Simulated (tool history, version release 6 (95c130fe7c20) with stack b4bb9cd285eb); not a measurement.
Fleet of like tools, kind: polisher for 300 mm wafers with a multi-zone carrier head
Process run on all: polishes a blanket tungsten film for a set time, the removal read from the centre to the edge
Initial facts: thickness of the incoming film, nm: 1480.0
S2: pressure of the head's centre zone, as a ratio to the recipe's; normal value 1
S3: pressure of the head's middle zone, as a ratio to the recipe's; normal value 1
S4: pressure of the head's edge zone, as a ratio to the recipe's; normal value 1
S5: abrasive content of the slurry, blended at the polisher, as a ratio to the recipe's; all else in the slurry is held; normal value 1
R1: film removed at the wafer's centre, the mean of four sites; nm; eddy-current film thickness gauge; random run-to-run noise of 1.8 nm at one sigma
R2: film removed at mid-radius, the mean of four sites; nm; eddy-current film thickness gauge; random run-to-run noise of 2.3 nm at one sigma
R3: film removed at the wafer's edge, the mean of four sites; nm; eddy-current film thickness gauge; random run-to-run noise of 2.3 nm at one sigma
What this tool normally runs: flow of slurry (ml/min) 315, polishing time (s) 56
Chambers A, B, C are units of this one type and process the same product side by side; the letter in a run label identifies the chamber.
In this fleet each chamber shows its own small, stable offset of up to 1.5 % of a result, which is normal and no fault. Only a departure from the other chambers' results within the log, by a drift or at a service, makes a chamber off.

run 1B hour=7.6 | flow_of_slurry_(ml/min)=315 S2=1 S3=1 S4=1 S5=1 polishing_time_(s)=56 | R1=214.71 R2=213.31 R3=218.74
run 2A hour=15 | flow_of_slurry_(ml/min)=315 S2=1 S3=1 S4=1 S5=1 polishing_time_(s)=56 | R1=221.28 R2=218.05 R3=218.2
run 3C hour=24.6 | flow_of_slurry_(ml/min)=315 S2=1 S3=1 S4=1 S5=1 polishing_time_(s)=56 | R1=219.25 R2=218.11 R3=213.74
run 4B hour=29.6 | flow_of_slurry_(ml/min)=315 S2=1 S3=1 S4=1 S5=1 polishing_time_(s)=56 | R1=217.37 R2=213.51 R3=211.65
run 5C hour=38.3 | flow_of_slurry_(ml/min)=315 S2=1 S3=1 S4=1 S5=1 polishing_time_(s)=56 | R1=220.96 R2=220.84 R3=216.97
-- hour=38.6 chamber C: worn pad replaced by a new one
-- hour=40 chamber B: worn pad replaced by a new one
run 6A hour=44.8 | flow_of_slurry_(ml/min)=315 S2=1 S3=1 S4=1 S5=1 polishing_time_(s)=56 | R1=214.62 R2=218.47 R3=213.54
-- hour=53.4 chamber A: worn pad replaced by a new one
run 7B hour=54.7 | flow_of_slurry_(ml/min)=315 S2=1 S3=1 S4=1.07 S5=1 polishing_time_(s)=67 | R1=252.25 R2=251.99 R3=268.25
run 8C hour=59.3 | flow_of_slurry_(ml/min)=315 S2=1 S3=1 S4=1.07 S5=1 polishing_time_(s)=67 | R1=262.82 R2=269.73 R3=272.65
run 9A hour=65.8 | flow_of_slurry_(ml/min)=315 S2=1 S3=1 S4=1.07 S5=1 polishing_time_(s)=67 | R1=262.18 R2=256.58 R3=267.86
run 10B hour=75.1 | flow_of_slurry_(ml/min)=315 S2=1 S3=1 S4=1 S5=1 polishing_time_(s)=56 | R1=212.44 R2=215.75 R3=216.33
run 11C hour=82.7 | flow_of_slurry_(ml/min)=315 S2=1 S3=1.08 S4=1 S5=1 polishing_time_(s)=40 | R1=157.73 R2=172.54 R3=153.14
run 12A hour=93.1 | flow_of_slurry_(ml/min)=315 S2=1 S3=1.08 S4=1 S5=1 polishing_time_(s)=40 | R1=157.47 R2=163.49 R3=157.55
-- hour=96.7 chamber A: slurry nozzle cleaned
run 13A hour=98.9 | flow_of_slurry_(ml/min)=315 S2=1 S3=1.08 S4=1 S5=1 polishing_time_(s)=40 | R1=154.53 R2=166.18 R3=155.22
run 14C hour=108 | flow_of_slurry_(ml/min)=315 S2=1 S3=1 S4=1 S5=1 polishing_time_(s)=56 | R1=228.56 R2=220.61 R3=213.82
-- hour=108.4 chamber C: worn pad replaced by a new one
run 15B hour=114.6 | flow_of_slurry_(ml/min)=315 S2=1 S3=1 S4=1 S5=1 polishing_time_(s)=56 | R1=213.88 R2=217.05 R3=216.82
run 16A hour=120.6 | flow_of_slurry_(ml/min)=315 S2=0.93 S3=1 S4=1 S5=1 polishing_time_(s)=56 | R1=199 R2=216.09 R3=219.6
run 17B hour=126.7 | flow_of_slurry_(ml/min)=315 S2=0.93 S3=1 S4=1 S5=1 polishing_time_(s)=56 | R1=198.3 R2=218.61 R3=212.6
run 18C hour=131.7 | flow_of_slurry_(ml/min)=315 S2=0.93 S3=1 S4=1 S5=1 polishing_time_(s)=56 | R1=214.15 R2=218.94 R3=218.16
-- hour=135.2 chamber A: worn pad replaced by a new one
run 19A hour=137.8 | flow_of_slurry_(ml/min)=315 S2=1 S3=1 S4=1 S5=1 polishing_time_(s)=56 | R1=217.6 R2=212.9 R3=217.71
run 20B hour=146.8 | flow_of_slurry_(ml/min)=315 S2=1 S3=1 S4=1 S5=1 polishing_time_(s)=56 | R1=217.5 R2=214.5 R3=220.92
run 21C hour=152.3 | flow_of_slurry_(ml/min)=315 S2=1 S3=1 S4=1 S5=1 polishing_time_(s)=56 | R1=233.87 R2=217.02 R3=217.26

What goes on in this fleet: one chamber off, a drifting gauge, or nothing beyond the chambers' own small offsets? Name the chamber and the cause, if any.

Little by little, chamber C moves away from the other chambers.
Likeliest cause: centre zone's pressure above its setpoint, % = 7.48.

Which of the 4 candidates below, each the usual settings with something changed and its results left as question marks, puts chamber C back in line with what the other chambers give on the usual settings?
Maximum distance from the other chambers' mean on the usual settings for a result to count as in line: R1 6.4 nm; R2 7.9 nm; R3 8 nm
run 22C-1 hour=159.9 | flow_of_slurry_(ml/min)=325 S2=1.14 S3=0.99 S4=0.94 S5=1 polishing_time_(s)=58 | R1=? R2=? R3=?
run 22C-2 hour=159.9 | flow_of_slurry_(ml/min)=305 S2=0.87 S3=1 S4=1.06 S5=1 polishing_time_(s)=54 | R1=? R2=? R3=?
run 22C-3 hour=159.9 | flow_of_slurry_(ml/min)=320 S2=1.07 S3=1 S4=0.97 S5=1 polishing_time_(s)=57 | R1=? R2=? R3=?
run 22C-4 hour=159.9 | flow_of_slurry_(ml/min)=310 S2=0.93 S3=1 S4=1.03 S5=1 polishing_time_(s)=55 | R1=? R2=? R3=?

What the other chambers average on the usual settings: R1 216.16 nm; R2 216.21 nm; R3 217.74 nm
run=22C-1 R1=283.25 R2=225.71 R3=219.34
run=22C-2 R1=196.11 R2=211.2 R3=216.71
run=22C-3 R1=259.83 R2=223.68 R3=218.86
run=22C-4 R1=215.03 R2=215.37 R3=217.56
The right change is 22C-4: it brings the chamber back within the allowed miss of the others.

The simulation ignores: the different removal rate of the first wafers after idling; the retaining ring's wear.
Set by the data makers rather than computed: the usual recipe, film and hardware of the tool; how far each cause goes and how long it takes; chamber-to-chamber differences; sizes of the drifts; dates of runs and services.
